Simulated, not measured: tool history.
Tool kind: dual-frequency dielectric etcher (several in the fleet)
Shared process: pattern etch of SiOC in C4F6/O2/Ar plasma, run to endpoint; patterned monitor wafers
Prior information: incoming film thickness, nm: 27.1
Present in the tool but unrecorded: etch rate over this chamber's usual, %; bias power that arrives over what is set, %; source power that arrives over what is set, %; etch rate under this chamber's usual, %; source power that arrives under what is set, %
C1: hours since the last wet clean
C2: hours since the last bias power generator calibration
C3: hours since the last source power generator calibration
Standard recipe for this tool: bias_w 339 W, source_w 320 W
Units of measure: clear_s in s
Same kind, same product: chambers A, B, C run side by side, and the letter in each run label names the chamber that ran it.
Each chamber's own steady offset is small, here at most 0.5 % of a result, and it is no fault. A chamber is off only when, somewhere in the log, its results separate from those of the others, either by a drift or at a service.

run 1A hour=10.1 | bias_w=339 source_w=320 | C1=285.9 C2=946 C3=1757.6 | clear_s=11.437
run 2B hour=23 | bias_w=339 source_w=320 | C1=269.5 C2=185.5 C3=1617.8 | clear_s=11.51
run 3C hour=31.5 | bias_w=339 source_w=320 | C1=186.6 C2=3319.2 C3=1176.5 | clear_s=11.369
run 4A hour=45.4 | bias_w=339 source_w=320 | C1=321.2 C2=981.3 C3=1792.9 | clear_s=11.425
run 5B hour=58.7 | bias_w=409 source_w=280 | C1=305.2 C2=221.2 C3=1653.5 | clear_s=11.236
run 6C hour=69.5 | bias_w=409 source_w=280 | C1=224.6 C2=3357.2 C3=1214.5 | clear_s=11.215
run 7A hour=83.4 | bias_w=409 source_w=280 | C1=359.2 C2=1019.3 C3=1830.9 | clear_s=11.213
run 8C hour=91.9 | bias_w=339 source_w=320 | C1=247 C2=3379.6 C3=1236.9 | clear_s=11.416
run 9B hour=98.2 | bias_w=339 source_w=320 | C1=344.7 C2=260.7 C3=1693 | clear_s=11.451
run 10A hour=105.2 | bias_w=339 source_w=320 | C1=381 C2=1041.1 C3=1852.7 | clear_s=11.494
run 11B hour=113.4 | bias_w=275 source_w=320 | C1=359.9 C2=275.9 C3=1708.2 | clear_s=12.364
run 12C hour=127.3 | bias_w=275 source_w=320 | C1=282.4 C2=3415 C3=1272.3 | clear_s=12.26
-- hour=138.9 chamber A: wet clean of the chamber
run 13A hour=140.3 | bias_w=275 source_w=320 | C1=1.4 C2=1076.2 C3=1887.8 | clear_s=12.282
run 14B hour=151.1 | bias_w=339 source_w=320 | C1=397.6 C2=313.6 C3=1745.9 | clear_s=11.543
run 15C hour=160.3 | bias_w=339 source_w=320 | C1=315.4 C2=3448 C3=1305.3 | clear_s=11.413
run 16A hour=170.8 | bias_w=339 source_w=320 | C1=31.9 C2=1106.7 C3=1918.3 | clear_s=11.434
run 17C hour=184 | bias_w=339 source_w=320 | C1=339.1 C2=3471.7 C3=1329 | clear_s=11.458
run 18B hour=198.2 | bias_w=339 source_w=320 | C1=444.7 C2=360.7 C3=1793 | clear_s=11.678
run 19B hour=211.8 | bias_w=339 source_w=320 | C1=458.3 C2=374.3 C3=1806.6 | clear_s=11.639
run 20A hour=225.1 | bias_w=339 source_w=320 | C1=86.2 C2=1161 C3=1972.6 | clear_s=11.506
run 21C hour=236.5 | bias_w=339 source_w=320 | C1=391.6 C2=3524.2 C3=1381.5 | clear_s=11.432
run 22B hour=250.7 | bias_w=339 source_w=320 | C1=497.2 C2=413.2 C3=1845.5 | clear_s=11.69
run 23A hour=264.2 | bias_w=339 source_w=320 | C1=125.3 C2=1200.1 C3=2011.7 | clear_s=11.491
run 24C hour=271.1 | bias_w=339 source_w=320 | C1=426.2 C2=3558.8 C3=1416.1 | clear_s=11.42
run 25A hour=279.7 | bias_w=339 source_w=320 | C1=140.8 C2=1215.6 C3=2027.2 | clear_s=11.462
run 26B hour=290.2 | bias_w=339 source_w=320 | C1=536.7 C2=452.7 C3=1885 | clear_s=11.769
run 27C hour=303.7 | bias_w=339 source_w=320 | C1=458.8 C2=3591.4 C3=1448.7 | clear_s=11.39
run 28B hour=311 | bias_w=339 source_w=320 | C1=557.5 C2=473.5 C3=1905.8 | clear_s=11.848
run 29A hour=321.8 | bias_w=339 source_w=320 | C1=182.9 C2=1257.7 C3=2069.3 | clear_s=11.405
run 30C hour=333.6 | bias_w=339 source_w=320 | C1=488.7 C2=3621.3 C3=1478.6 | clear_s=11.438
run 31C hour=340.6 | bias_w=339 source_w=320 | C1=495.7 C2=3628.3 C3=1485.6 | clear_s=11.461
run 32B hour=353.7 | bias_w=384 source_w=320 | C1=600.2 C2=516.2 C3=1948.5 | clear_s=11.332

All 3 chambers run these settings next. Forecast each chamber's results:
run 33A hour=364 | bias_w=339 source_w=260 | clear_s=?
run 33B hour=364 | bias_w=339 source_w=260 | clear_s=?
run 33C hour=364 | bias_w=339 source_w=260 | clear_s=?

run=33A clear_s=12.415
run=33B clear_s=12.833
run=33C clear_s=12.362
